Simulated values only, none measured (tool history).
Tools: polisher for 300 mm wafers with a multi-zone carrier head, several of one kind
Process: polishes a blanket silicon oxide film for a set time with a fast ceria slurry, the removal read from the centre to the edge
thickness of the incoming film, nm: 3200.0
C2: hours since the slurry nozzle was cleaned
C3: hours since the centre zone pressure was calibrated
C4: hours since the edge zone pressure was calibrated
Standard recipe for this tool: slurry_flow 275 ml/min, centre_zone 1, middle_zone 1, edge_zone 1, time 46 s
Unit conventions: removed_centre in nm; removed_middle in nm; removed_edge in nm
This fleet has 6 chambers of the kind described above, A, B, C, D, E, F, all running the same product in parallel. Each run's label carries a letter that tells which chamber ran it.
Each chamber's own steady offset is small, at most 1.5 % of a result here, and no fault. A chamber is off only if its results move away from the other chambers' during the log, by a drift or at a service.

Run 1D, day 0.367: usual settings; wafers polished on this pad 596; C2 138.8; C3 948.1; C4 74.7. Result: removed_centre 932.96 nm, removed_middle 924.2 nm, removed_edge 915.99 nm.
At day 0.454: chamber B: worn pad replaced by a new one.
Run 2E, day 0.675: usual settings; wafers polished on this pad 886; C2 384.1; C3 224.9; C4 789.2. Result: removed_centre 911.78 nm, removed_middle 925.92 nm, removed_edge 912.85 nm.
At day 0.804: chamber C: worn pad replaced by a new one.
At day 1.05: chamber E: worn pad replaced by a new one.
Run 3B, day 1.1: usual settings; wafers polished on this pad 231; C2 231.1; C3 1115.7; C4 123.4. Result: removed_centre 918.88 nm, removed_middle 917.62 nm, removed_edge 936.35 nm.
At day 1.192: chamber F: slurry nozzle cleaned.
Run 4C, day 1.375: usual settings; wafers polished on this pad 205; C2 668.3; C3 216.5; C4 75.9. Result: removed_centre 907.3 nm, removed_middle 910.15 nm, removed_edge 927.3 nm.
Run 5A, day 1.671: usual settings; wafers polished on this pad 1092; C2 291.9; C3 779; C4 723.6. Result: removed_centre 928.03 nm, removed_middle 943.53 nm, removed_edge 912.52 nm.
At day 1.904: chamber F: worn pad replaced by a new one.
At day 2.104: chamber A: worn pad replaced by a new one.
Run 6F, day 2.133: usual settings; wafers polished on this pad 82; C2 22.7; C3 625.7; C4 192.4. Result: removed_centre 913.68 nm, removed_middle 930.99 nm, removed_edge 918.72 nm.
At day 2.292: chamber C: slurry nozzle cleaned.
At day 2.4: chamber B: centre zone pressure recalibrated.
Run 7D, day 2.512: usual settings; wafers polished on this pad 1366; C2 190.3; C3 999.6; C4 126.2. Result: removed_centre 938.52 nm, removed_middle 905.83 nm, removed_edge 953.92 nm.
At day 2.688: chamber D: worn pad replaced by a new one.
At day 2.833: chamber D: centre zone pressure recalibrated.
Run 8C, day 2.95: usual settings; wafers polished on this pad 770; C2 15.9; C3 254.3; C4 113.7. Result: removed_centre 926.98 nm, removed_middle 929.39 nm, removed_edge 921.51 nm.
Run 9E, day 3.246: usual settings; wafers polished on this pad 787; C2 445.8; C3 286.6; C4 850.9. Result: removed_centre 922.88 nm, removed_middle 923.1 nm, removed_edge 895.78 nm.
At day 3.317: chamber B: worn pad replaced by a new one.
Run 10B, day 3.596: usual settings; wafers polished on this pad 101; C2 291; C3 28.7; C4 183.3. Result: removed_centre 919.32 nm, removed_middle 899.61 nm, removed_edge 900.53 nm.
At day 3.738: chamber C: worn pad replaced by a new one.
At day 3.775: chamber B: slurry nozzle cleaned.
At day 3.821: chamber E: worn pad replaced by a new one.
Run 11F, day 4.133: usual settings; wafers polished on this pad 799; C2 70.7; C3 673.7; C4 240.4. Result: removed_centre 909.83 nm, removed_middle 962.14 nm, removed_edge 965.77 nm.
Run 12A, day 4.558: usual settings but slurry_flow 310 ml/min, edge_zone 0.93; wafers polished on this pad 880; C2 361.2; C3 848.3; C4 792.9. Result: removed_centre 943.77 nm, removed_middle 943.84 nm, removed_edge 877.35 nm.
Run 13C, day 4.846: usual settings but slurry_flow 310 ml/min, edge_zone 0.93; wafers polished on this pad 398; C2 61.4; C3 299.8; C4 159.2. Result: removed_centre 939.38 nm, removed_middle 927.68 nm, removed_edge 907.59 nm.
At day 4.929: chamber A: worn pad replaced by a new one.
At day 5.171: chamber A: slurry nozzle cleaned.
Run 14F, day 5.342: usual settings but slurry_flow 310 ml/min, edge_zone 0.93; wafers polished on this pad 1232; C2 99.7; C3 702.7; C4 269.4. Result: removed_centre 924.96 nm, removed_middle 960.69 nm, removed_edge 896.66 nm.
Run 15E, day 5.871: usual settings but slurry_flow 310 ml/min, edge_zone 0.93; wafers polished on this pad 735; C2 508.8; C3 349.6; C4 913.9. Result: removed_centre 926.11 nm, removed_middle 947.11 nm, removed_edge 907.74 nm.
Run 16B, day 6.217: usual settings but slurry_flow 310 ml/min, edge_zone 0.93; wafers polished on this pad 1040; C2 58.6; C3 91.6; C4 246.2. Result: removed_centre 947.27 nm, removed_middle 948.91 nm, removed_edge 891.61 nm.
At day 6.283: chamber F: worn pad replaced by a new one.
At day 6.538: chamber D: worn pad replaced by a new one.
At day 6.6: chamber B: worn pad replaced by a new one.
Run 17D, day 6.717: usual settings but slurry_flow 310 ml/min, edge_zone 0.93; wafers polished on this pad 65; C2 291.2; C3 93.2; C4 227.1. Result: removed_centre 961.62 nm, removed_middle 935.14 nm, removed_edge 899.78 nm.
Run 18A, day 7.067: usual settings; wafers polished on this pad 766; C2 45.6; C3 908.5; C4 853.1. Result: removed_centre 922.51 nm, removed_middle 914.48 nm, removed_edge 928.1 nm.
At day 7.367: chamber C: worn pad replaced by a new one.
At day 7.483: chamber E: worn pad replaced by a new one.
Run 19F, day 7.625: usual settings; wafers polished on this pad 482; C2 154.5; C3 757.5; C4 324.2. Result: removed_centre 914.47 nm, removed_middle 914.9 nm, removed_edge 935.82 nm.
At day 7.871: chamber A: worn pad replaced by a new one.
Run 20A, day 7.967: usual settings; wafers polished on this pad 35; C2 67.2; C3 930.1; C4 874.7. Result: removed_centre 921.86 nm, removed_middle 930.36 nm, removed_edge 922.28 nm.
Run 21E, day 8.4: usual settings; wafers polished on this pad 328; C2 569.5; C3 410.3; C4 974.6. Result: removed_centre 923.32 nm, removed_middle 920.23 nm, removed_edge 932.62 nm.
Run 22D, day 8.771: usual settings; wafers polished on this pad 801; C2 340.5; C3 142.5; C4 276.4. Result: removed_centre 937.84 nm, removed_middle 930.67 nm, removed_edge 930.16 nm.
Run 23B, day 9.238: usual settings; wafers polished on this pad 946; C2 131.1; C3 164.1; C4 318.7. Result: removed_centre 919.48 nm, removed_middle 901.86 nm, removed_edge 924.81 nm.
At day 9.454: chamber B: worn pad replaced by a new one.
Run 24C, day 9.529: usual settings but slurry_flow 215 ml/min, centre_zone 0.89; wafers polished on this pad 775; C2 173.8; C3 412.2; C4 271.6. Result: removed_centre 780.44 nm, removed_middle 901.58 nm, removed_edge 902.6 nm.
At day 9.592: chamber F: worn pad replaced by a new one.
At day 9.733: chamber F: slurry nozzle cleaned.
At day 9.821: chamber D: worn pad replaced by a new one.
Run 25C, day 10.042: usual settings but slurry_flow 215 ml/min, centre_zone 0.89; wafers polished on this pad 959; C2 186.1; C3 424.5; C4 283.9. Result: removed_centre 783.64 nm, removed_middle 898.57 nm, removed_edge 902.78 nm.
At day 10.425: chamber E: worn pad replaced by a new one.
Run 26E, day 10.496: usual settings but slurry_flow 215 ml/min, centre_zone 0.89; wafers polished on this pad 26; C2 619.8; C3 460.6; C4 1024.9. Result: removed_centre 787.95 nm, removed_middle 901.78 nm, removed_edge 917.5 nm.
At day 10.554: chamber C: worn pad replaced by a new one.
At day 10.688: chamber D: edge zone pressure recalibrated.
At day 11.008: chamber A: worn pad replaced by a new one.
Run 27F, day 11.042: usual settings but slurry_flow 215 ml/min, centre_zone 0.89; wafers polished on this pad 519; C2 31.5; C3 839.5; C4 406.2. Result: removed_centre 741.37 nm, removed_middle 901.47 nm, removed_edge 929.33 nm.
Run 28D, day 11.458: usual settings but slurry_flow 215 ml/min, centre_zone 0.89; wafers polished on this pad 588; C2 405; C3 207; C4 18.6. Result: removed_centre 805.53 nm, removed_middle 910.11 nm, removed_edge 901.13 nm.
Run 29B, day 11.758: usual settings but slurry_flow 215 ml/min, centre_zone 0.89; wafers polished on this pad 827; C2 191.6; C3 224.6; C4 379.2. Result: removed_centre 790.43 nm, removed_middle 890.81 nm, removed_edge 897.05 nm.
At day 12.067: chamber A: edge zone pressure recalibrated.
Run 30A, day 12.233: usual settings but slurry_flow 310 ml/min; wafers polished on this pad 440; C2 169.6; C3 1032.5; C4 4.1. Result: removed_centre 937.7 nm, removed_middle 947.88 nm, removed_edge 912.94 nm.
At day 12.267: chamber B: worn pad replaced by a new one.
Run 31D, day 12.554: usual settings but slurry_flow 310 ml/min; wafers polished on this pad 980; C2 431.3; C3 233.3; C4 44.9. Result: removed_centre 947.3 nm, removed_middle 956.94 nm, removed_edge 928.7 nm.
Run 32B, day 12.883: usual settings but slurry_flow 310 ml/min; wafers polished on this pad 221; C2 218.6; C3 251.6; C4 406.2. Result: removed_centre 922.98 nm, removed_middle 920.27 nm, removed_edge 942.09 nm.
Run 33F, day 13.208: usual settings but slurry_flow 310 ml/min; wafers polished on this pad 1296; C2 83.5; C3 891.5; C4 458.2. Result: removed_centre 878.94 nm, removed_middle 943.59 nm, removed_edge 933.63 nm.
At day 13.433: chamber C: centre zone pressure recalibrated.
Run 34A, day 13.642: usual settings but slurry_flow 310 ml/min; wafers polished on this pad 944; C2 203.4; C3 1066.3; C4 37.9. Result: removed_centre 932.7 nm, removed_middle 930.03 nm, removed_edge 917.9 nm.
At day 13.733: chamber A: worn pad replaced by a new one.
At day 13.838: chamber F: worn pad replaced by a new one.
At day 13.9: chamber E: worn pad replaced by a new one.
At day 13.979: chamber C: worn pad replaced by a new one.
Run 35E, day 14.033: usual settings but slurry_flow 310 ml/min; wafers polished on this pad 48; C2 704.7; C3 545.5; C4 1109.8. Result: removed_centre 916.85 nm, removed_middle 951.83 nm, removed_edge 930.45 nm.
Run 36C, day 14.425: usual settings but slurry_flow 315 ml/min, time 58 s; wafers polished on this pad 161; C2 291.3; C3 23.8; C4 389.1. Result: removed_centre 1166.7 nm, removed_middle 1187 nm, removed_edge 1179.3 nm.
At day 14.479: chamber E: slurry nozzle cleaned.
Run 37A, day 14.938: usual settings but slurry_flow 315 ml/min, time 58 s; wafers polished on this pad 432; C2 234.5; C3 1097.4; C4 69. Result: removed_centre 1205.6 nm, removed_middle 1178.9 nm, removed_edge 1169.5 nm.
Run 38E, day 15.488: usual settings but slurry_flow 315 ml/min, time 58 s; wafers polished on this pad 569; C2 24.3; C3 580.4; C4 1144.7. Result: removed_centre 1173.6 nm, removed_middle 1213.3 nm, removed_edge 1152.5 nm.
Run 39F, day 16.012: usual settings but slurry_flow 315 ml/min, time 58 s; wafers polished on this pad 779; C2 150.8; C3 958.8; C4 525.5. Result: removed_centre 1071.3 nm, removed_middle 1192.8 nm, removed_edge 1208.8 nm.

Which is it: a chamber that has drifted or been left off by a service, a gauge drift common to all chambers, or only each chamber's usual small offset? If a chamber is off, name it and its likeliest cause.

It is chamber F that slowly wanders off from its peers.
Likeliest cause: centre zone's pressure below its setpoint, % = 8.58.

Chamber F could run next with any of the 4 candidate recipes listed below; each alters the usual settings, and their results appear as question marks. Which one brings its results back in line with what the other chambers deliver on the usual settings?
Maximum distance from the other chambers' mean on the usual settings for a result to count as in line: removed_centre 26 nm; removed_middle 43 nm; removed_edge 47 nm
Run 40F-1, day 16.421: usual settings but slurry_flow 285 ml/min, centre_zone 1.16, middle_zone 0.98, edge_zone 0.94. Result: removed_centre ?, removed_middle ?, removed_edge ?.
Run 40F-2, day 16.421: usual settings but slurry_flow 280 ml/min, centre_zone 1.09, middle_zone 0.98, edge_zone 0.97. Result: removed_centre ?, removed_middle ?, removed_edge ?.
Run 40F-3, day 16.421: usual settings but slurry_flow 265 ml/min, centre_zone 0.85, middle_zone 1.03, edge_zone 1.05. Result: removed_centre ?, removed_middle ?, removed_edge ?.
Run 40F-4, day 16.421: usual settings but slurry_flow 270 ml/min, centre_zone 0.91, middle_zone 1.02, edge_zone 1.03. Result: removed_centre ?, removed_middle ?, removed_edge ?.

What the other chambers average on the usual settings: removed_centre 924.86 nm; removed_middle 925.15 nm; removed_edge 923.62 nm
  run  removed_centre  removed_middle  removed_edge
40F-1          978.47          913.08        904.62
40F-2          913.12           911.7           918
40F-3           691.6          949.09        951.99
40F-4          747.21           942.4        943.91
40F-2 puts the chamber back in line with the other chambers.

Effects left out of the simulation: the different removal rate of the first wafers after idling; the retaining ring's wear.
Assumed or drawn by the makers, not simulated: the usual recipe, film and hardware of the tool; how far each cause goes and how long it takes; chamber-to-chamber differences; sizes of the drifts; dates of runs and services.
